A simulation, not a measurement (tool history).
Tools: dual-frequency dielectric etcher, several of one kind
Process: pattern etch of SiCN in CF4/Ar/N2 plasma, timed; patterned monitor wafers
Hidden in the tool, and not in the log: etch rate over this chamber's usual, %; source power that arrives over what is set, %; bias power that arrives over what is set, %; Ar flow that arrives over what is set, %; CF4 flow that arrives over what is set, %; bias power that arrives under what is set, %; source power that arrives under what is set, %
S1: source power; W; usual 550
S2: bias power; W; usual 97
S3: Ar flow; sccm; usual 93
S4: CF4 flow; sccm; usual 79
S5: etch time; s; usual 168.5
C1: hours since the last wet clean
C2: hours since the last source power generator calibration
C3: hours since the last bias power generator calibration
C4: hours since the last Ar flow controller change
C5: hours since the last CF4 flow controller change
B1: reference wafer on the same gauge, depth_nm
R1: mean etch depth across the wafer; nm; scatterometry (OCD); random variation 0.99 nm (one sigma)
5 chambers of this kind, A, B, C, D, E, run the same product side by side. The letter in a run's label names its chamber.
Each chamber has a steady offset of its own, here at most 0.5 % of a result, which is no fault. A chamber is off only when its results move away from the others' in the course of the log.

{"run": "1D", "hour": 6.8, "S1": 550, "S2": 97, "S3": 93, "S4": 79, "S5": 168.5, "C1": 205.3, "C2": 444.9, "C3": 3480.6, "C4": 2682.3, "C5": 2380.4, "B1": 223.16, "R1": 198.35}
{"run": "2B", "hour": 12.8, "S1": 550, "S2": 97, "S3": 93, "S4": 79, "S5": 168.5, "C1": 36.3, "C2": 2482.7, "C3": 1355.9, "C4": 3827.7, "C5": 5510.4, "B1": 223.06, "R1": 198.18}
{"run": "3A", "hour": 17.8, "S1": 550, "S2": 97, "S3": 93, "S4": 79, "S5": 168.5, "C1": 475.1, "C2": 1405.3, "C3": 1670.5, "C4": 2954.1, "C5": 913.1, "B1": 223.04, "R1": 196.78}
{"run": "4E", "hour": 24.9, "S1": 550, "S2": 97, "S3": 93, "S4": 79, "S5": 168.5, "C1": 162.6, "C2": 3456.2, "C3": 1592, "C4": 1175.7, "C5": 1891.5, "B1": 223.03, "R1": 197.37}
{"run": "5C", "hour": 33.4, "S1": 550, "S2": 97, "S3": 93, "S4": 79, "S5": 168.5, "C1": 221.9, "C2": 62.6, "C3": 664.6, "C4": 823.3, "C5": 2921.5, "B1": 223.26, "R1": 198.6}
{"run": "6E", "hour": 43.0, "S1": 550, "S2": 97, "S3": 93, "S4": 79, "S5": 168.5, "C1": 180.7, "C2": 3474.3, "C3": 1610.1, "C4": 1193.8, "C5": 1909.6, "B1": 222.89, "R1": 198.14}
{"run": "7D", "hour": 52.8, "S1": 550, "S2": 97, "S3": 93, "S4": 79, "S5": 168.5, "C1": 251.3, "C2": 490.9, "C3": 3526.6, "C4": 2728.3, "C5": 2426.4, "B1": 223.21, "R1": 197.12}
{"run": "8B", "hour": 57.2, "S1": 550, "S2": 97, "S3": 93, "S4": 79, "S5": 168.5, "C1": 80.7, "C2": 2527.1, "C3": 1400.3, "C4": 3872.1, "C5": 5554.8, "B1": 222.95, "R1": 198.16}
{"hour": 60.7, "done": "chamber A: Ar flow controller replaced"}
{"run": "9A", "hour": 61.6, "S1": 550, "S2": 97, "S3": 93, "S4": 79, "S5": 168.5, "C1": 518.9, "C2": 1449.1, "C3": 1714.3, "C4": 0.9, "C5": 956.9, "B1": 223.14, "R1": 197.86}
{"run": "10C", "hour": 70.0, "S1": 550, "S2": 97, "S3": 93, "S4": 79, "S5": 168.5, "C1": 258.5, "C2": 99.2, "C3": 701.2, "C4": 859.9, "C5": 2958.1, "B1": 223.13, "R1": 197.26}
{"hour": 73.6, "done": "chamber E: source power generator calibrated"}
{"run": "11A", "hour": 78.0, "S1": 550, "S2": 97, "S3": 79, "S4": 73, "S5": 168.5, "C1": 535.3, "C2": 1465.5, "C3": 1730.7, "C4": 17.3, "C5": 973.3, "B1": 222.92, "R1": 199.82}
{"run": "12D", "hour": 85.9, "S1": 550, "S2": 97, "S3": 79, "S4": 73, "S5": 168.5, "C1": 284.4, "C2": 524, "C3": 3559.7, "C4": 2761.4, "C5": 2459.5, "B1": 223.1, "R1": 199.3}
{"run": "13E", "hour": 90.9, "S1": 550, "S2": 97, "S3": 79, "S4": 73, "S5": 168.5, "C1": 228.6, "C2": 17.3, "C3": 1658, "C4": 1241.7, "C5": 1957.5, "B1": 222.95, "R1": 193.48}
{"run": "14B", "hour": 98.4, "S1": 550, "S2": 97, "S3": 79, "S4": 73, "S5": 168.5, "C1": 121.9, "C2": 2568.3, "C3": 1441.5, "C4": 3913.3, "C5": 5596, "B1": 223.26, "R1": 198.6}
{"run": "15C", "hour": 106.8, "S1": 550, "S2": 97, "S3": 79, "S4": 73, "S5": 168.5, "C1": 295.3, "C2": 136, "C3": 738, "C4": 896.7, "C5": 2994.9, "B1": 223.21, "R1": 200.52}
{"hour": 112.2, "done": "chamber A: wet clean of the chamber"}
{"run": "16B", "hour": 115.6, "S1": 550, "S2": 97, "S3": 93, "S4": 79, "S5": 168.5, "C1": 139.1, "C2": 2585.5, "C3": 1458.7, "C4": 3930.5, "C5": 5613.2, "B1": 222.7, "R1": 195.71}
{"run": "17E", "hour": 122.9, "S1": 550, "S2": 97, "S3": 93, "S4": 79, "S5": 168.5, "C1": 260.6, "C2": 49.3, "C3": 1690, "C4": 1273.7, "C5": 1989.5, "B1": 222.9, "R1": 190.15}
{"run": "18A", "hour": 131.7, "S1": 550, "S2": 97, "S3": 93, "S4": 79, "S5": 168.5, "C1": 19.6, "C2": 1519.2, "C3": 1784.4, "C4": 71, "C5": 1027, "B1": 222.91, "R1": 197.57}
{"run": "19D", "hour": 137.7, "S1": 550, "S2": 97, "S3": 93, "S4": 79, "S5": 168.5, "C1": 336.2, "C2": 575.8, "C3": 3611.5, "C4": 2813.2, "C5": 2511.3, "B1": 222.95, "R1": 196.2}
{"run": "20C", "hour": 146.3, "S1": 550, "S2": 97, "S3": 114, "S4": 79, "S5": 168.5, "C1": 334.8, "C2": 175.5, "C3": 777.5, "C4": 936.2, "C5": 3034.4, "B1": 223.09, "R1": 193.57}
{"run": "21A", "hour": 152.1, "S1": 550, "S2": 97, "S3": 114, "S4": 79, "S5": 168.5, "C1": 40, "C2": 1539.6, "C3": 1804.8, "C4": 91.4, "C5": 1047.4, "B1": 223.4, "R1": 192.7}
{"run": "22C", "hour": 160.6, "S1": 550, "S2": 97, "S3": 114, "S4": 79, "S5": 168.5, "C1": 349.1, "C2": 189.8, "C3": 791.8, "C4": 950.5, "C5": 3048.7, "B1": 222.97, "R1": 192.17}
{"run": "23E", "hour": 166.7, "S1": 550, "S2": 97, "S3": 114, "S4": 79, "S5": 168.5, "C1": 304.4, "C2": 93.1, "C3": 1733.8, "C4": 1317.5, "C5": 2033.3, "B1": 223.11, "R1": 183.26}
{"run": "24D", "hour": 175.0, "S1": 550, "S2": 97, "S3": 114, "S4": 79, "S5": 168.5, "C1": 373.5, "C2": 613.1, "C3": 3648.8, "C4": 2850.5, "C5": 2548.6, "B1": 223.03, "R1": 193.95}
{"run": "25B", "hour": 180.4, "S1": 550, "S2": 97, "S3": 93, "S4": 79, "S5": 168.5, "C1": 203.9, "C2": 2650.3, "C3": 1523.5, "C4": 3995.3, "C5": 5678, "B1": 222.91, "R1": 198.12}
{"run": "26A", "hour": 187.1, "S1": 550, "S2": 97, "S3": 93, "S4": 79, "S5": 168.5, "C1": 75, "C2": 1574.6, "C3": 1839.8, "C4": 126.4, "C5": 1082.4, "B1": 223.08, "R1": 197.18}
{"run": "27C", "hour": 192.2, "S1": 550, "S2": 97, "S3": 93, "S4": 79, "S5": 168.5, "C1": 380.7, "C2": 221.4, "C3": 823.4, "C4": 982.1, "C5": 3080.3, "B1": 223.02, "R1": 197.04}
{"run": "28D", "hour": 201.0, "S1": 550, "S2": 106, "S3": 100, "S4": 79, "S5": 168.5, "C1": 399.5, "C2": 639.1, "C3": 3674.8, "C4": 2876.5, "C5": 2574.6, "B1": 223.21, "R1": 203.7}
{"run": "29E", "hour": 206.1, "S1": 550, "S2": 106, "S3": 100, "S4": 79, "S5": 168.5, "C1": 343.8, "C2": 132.5, "C3": 1773.2, "C4": 1356.9, "C5": 2072.7, "B1": 223.32, "R1": 193.17}
{"run": "30B", "hour": 211.9, "S1": 550, "S2": 106, "S3": 100, "S4": 79, "S5": 168.5, "C1": 235.4, "C2": 2681.8, "C3": 1555, "C4": 4026.8, "C5": 5709.5, "B1": 223.3, "R1": 202.14}
{"run": "31E", "hour": 216.7, "S1": 550, "S2": 106, "S3": 100, "S4": 79, "S5": 168.5, "C1": 354.4, "C2": 143.1, "C3": 1783.8, "C4": 1367.5, "C5": 2083.3, "B1": 223.1, "R1": 194.52}

Next, every chamber runs the same settings. What will each give?
{"run": "32A", "hour": 223.8, "S1": 550, "S2": 97, "S3": 93, "S4": 79, "S5": 168.5, "R1": "?"}
{"run": "32B", "hour": 223.8, "S1": 550, "S2": 97, "S3": 93, "S4": 79, "S5": 168.5, "R1": "?"}
{"run": "32C", "hour": 223.8, "S1": 550, "S2": 97, "S3": 93, "S4": 79, "S5": 168.5, "R1": "?"}
{"run": "32D", "hour": 223.8, "S1": 550, "S2": 97, "S3": 93, "S4": 79, "S5": 168.5, "R1": "?"}
{"run": "32E", "hour": 223.8, "S1": 550, "S2": 97, "S3": 93, "S4": 79, "S5": 168.5, "R1": "?"}

run=32A R1=198.91
run=32B R1=196.27
run=32C R1=196.52
run=32D R1=196.64
run=32E R1=189.32
